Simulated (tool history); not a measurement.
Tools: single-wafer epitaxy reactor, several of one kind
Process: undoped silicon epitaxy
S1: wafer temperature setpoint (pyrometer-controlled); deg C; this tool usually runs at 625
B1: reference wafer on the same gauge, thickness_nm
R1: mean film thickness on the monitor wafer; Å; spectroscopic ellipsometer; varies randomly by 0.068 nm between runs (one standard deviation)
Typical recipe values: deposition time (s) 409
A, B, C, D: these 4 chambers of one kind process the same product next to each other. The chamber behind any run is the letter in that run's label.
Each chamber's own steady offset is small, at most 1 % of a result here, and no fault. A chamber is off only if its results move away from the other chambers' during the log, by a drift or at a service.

Run 1C, hour 11.5: usual settings; B1 38.428. Result: R1 387.92 Å.
Run 2A, hour 25.7: usual settings; B1 38.402. Result: R1 390.58 Å.
Run 3D, hour 36.6: usual settings; B1 38.428. Result: R1 393.48 Å.
Run 4B, hour 50.1: usual settings; B1 38.412. Result: R1 393.95 Å.
Run 5D, hour 58.7: usual settings; B1 38.422. Result: R1 392.25 Å.
Run 6A, hour 66.1: usual settings; B1 38.436. Result: R1 390.89 Å.
Run 7B, hour 79.6: usual settings; B1 38.431. Result: R1 392.87 Å.
Run 8C, hour 87: usual settings; B1 38.446. Result: R1 389.06 Å.
Run 9D, hour 101.2: usual settings; B1 38.475. Result: R1 392.48 Å.
Run 10B, hour 111.6: usual settings; B1 38.479. Result: R1 393.78 Å.
Run 11A, hour 124.2: usual settings; B1 38.466. Result: R1 390.37 Å.
Run 12C, hour 137.8: usual settings; B1 38.486. Result: R1 389.71 Å.
Run 13D, hour 148.4: usual settings; B1 38.486. Result: R1 393.83 Å.
Run 14C, hour 155.7: usual settings; B1 38.479. Result: R1 388.59 Å.
Run 15A, hour 170.5: usual settings but S1 612 deg C, deposition time (s) 337; B1 38.501. Result: R1 237.8 Å.
Run 16B, hour 178.5: usual settings but S1 612 deg C, deposition time (s) 337; B1 38.511. Result: R1 239.33 Å.
Run 17A, hour 186.7: usual settings but S1 612 deg C, deposition time (s) 337; B1 38.501. Result: R1 238.48 Å.
Run 18B, hour 200.2: usual settings but S1 612 deg C, deposition time (s) 337; B1 38.531. Result: R1 239.18 Å.
Run 19C, hour 208.4: usual settings but deposition time (s) 382; B1 38.53. Result: R1 364.17 Å.
Run 20D, hour 222.3: usual settings but deposition time (s) 382; B1 38.51. Result: R1 367.07 Å.
Run 21D, hour 231.3: usual settings but deposition time (s) 382; B1 38.518. Result: R1 368.14 Å.
Run 22C, hour 238.7: usual settings but deposition time (s) 382; B1 38.526. Result: R1 364.52 Å.
Run 23A, hour 246.5: usual settings; B1 38.55. Result: R1 390.73 Å.
Run 24B, hour 260.7: usual settings; B1 38.564. Result: R1 394.88 Å.
Run 25D, hour 268.8: usual settings; B1 38.542. Result: R1 394.04 Å.
Run 26B, hour 282.1: usual settings but S1 630 deg C, deposition time (s) 362; B1 38.562. Result: R1 390.23 Å.
Run 27A, hour 289.9: usual settings but S1 630 deg C, deposition time (s) 362; B1 38.569. Result: R1 390.09 Å.
Run 28C, hour 302.3: usual settings but S1 630 deg C, deposition time (s) 362; B1 38.585. Result: R1 386.71 Å.
Run 29C, hour 316.6: usual settings but S1 630 deg C, deposition time (s) 362; B1 38.575. Result: R1 386.84 Å.
Run 30A, hour 324.5: usual settings; B1 38.585. Result: R1 392.24 Å.
Run 31D, hour 334.6: usual settings; B1 38.586. Result: R1 395.32 Å.
Run 32B, hour 345.1: usual settings; B1 38.597. Result: R1 395.02 Å.
Run 33C, hour 352.2: usual settings; B1 38.598. Result: R1 390.43 Å.
Run 34B, hour 362.4: usual settings; B1 38.603. Result: R1 393.82 Å.
Run 35A, hour 371.4: usual settings; B1 38.607. Result: R1 391.95 Å.
Run 36D, hour 386.2: usual settings; B1 38.62. Result: R1 395.43 Å.
Run 37A, hour 401.4: usual settings but S1 619 deg C, deposition time (s) 382; B1 38.624. Result: R1 318.8 Å.
Run 38D, hour 412.9: usual settings but S1 619 deg C, deposition time (s) 382; B1 38.619. Result: R1 321.43 Å.
Run 39B, hour 423.5: usual settings but S1 619 deg C, deposition time (s) 382; B1 38.652. Result: R1 321.12 Å.
Run 40C, hour 435.6: usual settings but S1 619 deg C, deposition time (s) 382; B1 38.648. Result: R1 318.25 Å.
Run 41C, hour 443.2: usual settings; B1 38.643. Result: R1 391.33 Å.
Run 42D, hour 455.9: usual settings; B1 38.663. Result: R1 395.71 Å.
Run 43A, hour 468: usual settings; B1 38.675. Result: R1 392.88 Å.

All 4 chambers run these settings next. Forecast each chamber's results:
Run 44A, hour 478.9: usual settings. Result: R1 ?.
Run 44B, hour 478.9: usual settings. Result: R1 ?.
Run 44C, hour 478.9: usual settings. Result: R1 ?.
Run 44D, hour 478.9: usual settings. Result: R1 ?.

run      R1
44A  392.08
44B  395.28
44C  391.46
44D   395.2

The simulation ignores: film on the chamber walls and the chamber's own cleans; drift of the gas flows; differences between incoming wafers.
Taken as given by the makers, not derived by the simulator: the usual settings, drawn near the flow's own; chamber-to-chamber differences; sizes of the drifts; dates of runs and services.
